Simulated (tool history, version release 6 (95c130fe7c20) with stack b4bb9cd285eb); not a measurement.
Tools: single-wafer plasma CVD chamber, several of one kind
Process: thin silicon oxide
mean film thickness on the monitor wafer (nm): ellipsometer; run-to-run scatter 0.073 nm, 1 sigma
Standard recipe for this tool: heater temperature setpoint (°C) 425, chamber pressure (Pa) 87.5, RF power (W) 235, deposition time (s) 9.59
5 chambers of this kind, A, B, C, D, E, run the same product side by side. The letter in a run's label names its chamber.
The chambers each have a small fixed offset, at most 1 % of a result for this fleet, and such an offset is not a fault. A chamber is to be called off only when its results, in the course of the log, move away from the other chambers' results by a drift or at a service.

| run | hour | heater temperature setpoint (°C) | chamber pressure (Pa) | RF power (W) | deposition time (s) | hours since the last thermocouple change | hours since the last RF generator calibration | hours since the last manometer calibration | read-back reference wafer on the same gauge, thickness_nm | mean film thickness on the monitor wafer (nm) |
|---|---|---|---|---|---|---|---|---|---|---|
|  | 0.3 | chamber E: capacitance manometer re-zeroed and calibrated |
| 1A | 11.7 | 425 | 87.5 | 235 | 9.59 | 619.3 | 346.8 | 950.3 | 11.204 | 12.768 |
| 2C | 23.3 | 425 | 87.5 | 235 | 9.59 | 487.1 | 977.9 | 1081.3 | 11.194 | 12.580 |
| 3D | 35.6 | 425 | 87.5 | 235 | 9.59 | 1565.5 | 553.2 | 308.7 | 11.219 | 12.684 |
| 4B | 42.5 | 425 | 87.5 | 235 | 9.59 | 107.9 | 375.0 | 676.1 | 11.202 | 12.713 |
| 5E | 50.6 | 425 | 87.5 | 235 | 9.59 | 471.4 | 321.5 | 50.3 | 11.201 | 12.663 |
| 6D | 62.2 | 425 | 87.5 | 235 | 9.59 | 1592.1 | 579.8 | 335.3 | 11.205 | 12.690 |
| 7C | 75.9 | 412 | 75.3 | 235 | 9.59 | 539.7 | 1030.5 | 1133.9 | 11.198 | 10.886 |
| 8E | 85.0 | 412 | 75.3 | 235 | 9.59 | 505.8 | 355.9 | 84.7 | 11.198 | 11.000 |
| 9B | 98.0 | 412 | 75.3 | 235 | 9.59 | 163.4 | 430.5 | 731.6 | 11.184 | 10.894 |
| 10A | 112.2 | 412 | 75.3 | 235 | 9.59 | 719.8 | 447.3 | 1050.8 | 11.208 | 11.060 |
| 11B | 118.6 | 412 | 75.3 | 235 | 9.59 | 184.0 | 451.1 | 752.2 | 11.211 | 10.797 |
| 12A | 125.7 | 425 | 87.5 | 235 | 9.59 | 733.3 | 460.8 | 1064.3 | 11.199 | 12.798 |
| 13E | 132.0 | 425 | 87.5 | 235 | 9.59 | 552.8 | 402.9 | 131.7 | 11.199 | 12.777 |
| 14D | 138.4 | 425 | 87.5 | 235 | 9.59 | 1668.3 | 656.0 | 411.5 | 11.194 | 12.559 |
| 15C | 145.5 | 425 | 87.5 | 235 | 9.59 | 609.3 | 1100.1 | 1203.5 | 11.206 | 12.544 |
| 16C | 156.1 | 425 | 87.5 | 235 | 9.59 | 619.9 | 1110.7 | 1214.1 | 11.197 | 12.792 |
| 17B | 167.1 | 425 | 87.5 | 235 | 9.59 | 232.5 | 499.6 | 800.7 | 11.187 | 12.475 |
| 18D | 180.1 | 425 | 87.5 | 235 | 9.59 | 1710.0 | 697.7 | 453.2 | 11.198 | 12.753 |
| 19E | 191.1 | 425 | 87.5 | 235 | 9.59 | 611.9 | 462.0 | 190.8 | 11.194 | 12.818 |
| 20A | 200.5 | 425 | 87.5 | 235 | 9.59 | 808.1 | 535.6 | 1139.1 | 11.207 | 12.796 |
| 21B | 210.9 | 425 | 87.5 | 235 | 9.59 | 276.3 | 543.4 | 844.5 | 11.205 | 12.595 |
| 22E | 218.8 | 425 | 87.5 | 235 | 9.59 | 639.6 | 489.7 | 218.5 | 11.201 | 12.634 |
| 23C | 233.1 | 425 | 87.5 | 235 | 9.59 | 696.9 | 1187.7 | 1291.1 | 11.193 | 12.685 |
| 24D | 247.3 | 425 | 87.5 | 235 | 9.59 | 1777.2 | 764.9 | 520.4 | 11.182 | 12.743 |
| 25A | 258.5 | 433 | 87.5 | 190 | 9.59 | 866.1 | 593.6 | 1197.1 | 11.186 | 11.569 |
| 26D | 271.3 | 433 | 87.5 | 190 | 9.59 | 1801.2 | 788.9 | 544.4 | 11.190 | 11.526 |
| 27B | 277.7 | 433 | 87.5 | 190 | 9.59 | 343.1 | 610.2 | 911.3 | 11.198 | 11.114 |
| 28A | 290.0 | 433 | 87.5 | 190 | 9.59 | 897.6 | 625.1 | 1228.6 | 11.204 | 11.430 |
| 29C | 303.5 | 433 | 87.5 | 190 | 9.59 | 767.3 | 1258.1 | 1361.5 | 11.188 | 11.265 |
| 30E | 310.2 | 425 | 87.5 | 235 | 9.59 | 731.0 | 581.1 | 309.9 | 11.183 | 12.683 |
| 31D | 320.6 | 425 | 87.5 | 235 | 9.59 | 1850.5 | 838.2 | 593.7 | 11.201 | 12.715 |
| 32A | 329.1 | 435 | 87.5 | 235 | 9.59 | 936.7 | 664.2 | 1267.7 | 11.202 | 12.670 |
| 33E | 337.1 | 435 | 87.5 | 235 | 9.59 | 757.9 | 608.0 | 336.8 | 11.203 | 12.622 |
| 34B | 351.3 | 435 | 87.5 | 235 | 9.59 | 416.7 | 683.8 | 984.9 | 11.210 | 12.084 |
| 35C | 364.8 | 435 | 87.5 | 235 | 9.59 | 828.6 | 1319.4 | 1422.8 | 11.202 | 12.519 |
| 36D | 372.1 | 435 | 87.5 | 235 | 9.59 | 1902.0 | 889.7 | 645.2 | 11.197 | 12.668 |
| 37E | 383.2 | 425 | 87.5 | 235 | 9.59 | 804.0 | 654.1 | 382.9 | 11.206 | 12.769 |
| 38B | 391.4 | 434 | 87.5 | 235 | 7.97 | 456.8 | 723.9 | 1025.0 | 11.217 | 10.123 |
| 39C | 398.0 | 434 | 87.5 | 235 | 7.97 | 861.8 | 1352.6 | 1456.0 | 11.201 | 10.561 |

Next, all 5 chambers run the settings below, one line each with question marks for the results. What does each chamber give?
| 40A | 408.3 | 425 | 87.5 | 235 | 9.59 |  |  |  |  | ? |
| 40B | 408.3 | 425 | 87.5 | 235 | 9.59 |  |  |  |  | ? |
| 40C | 408.3 | 425 | 87.5 | 235 | 9.59 |  |  |  |  | ? |
| 40D | 408.3 | 425 | 87.5 | 235 | 9.59 |  |  |  |  | ? |
| 40E | 408.3 | 425 | 87.5 | 235 | 9.59 |  |  |  |  | ? |

| run | mean film thickness on the monitor wafer (nm) |
|---|---|
| 40A | 12.833 |
| 40B | 12.053 |
| 40C | 12.648 |
| 40D | 12.787 |
| 40E | 12.726 |

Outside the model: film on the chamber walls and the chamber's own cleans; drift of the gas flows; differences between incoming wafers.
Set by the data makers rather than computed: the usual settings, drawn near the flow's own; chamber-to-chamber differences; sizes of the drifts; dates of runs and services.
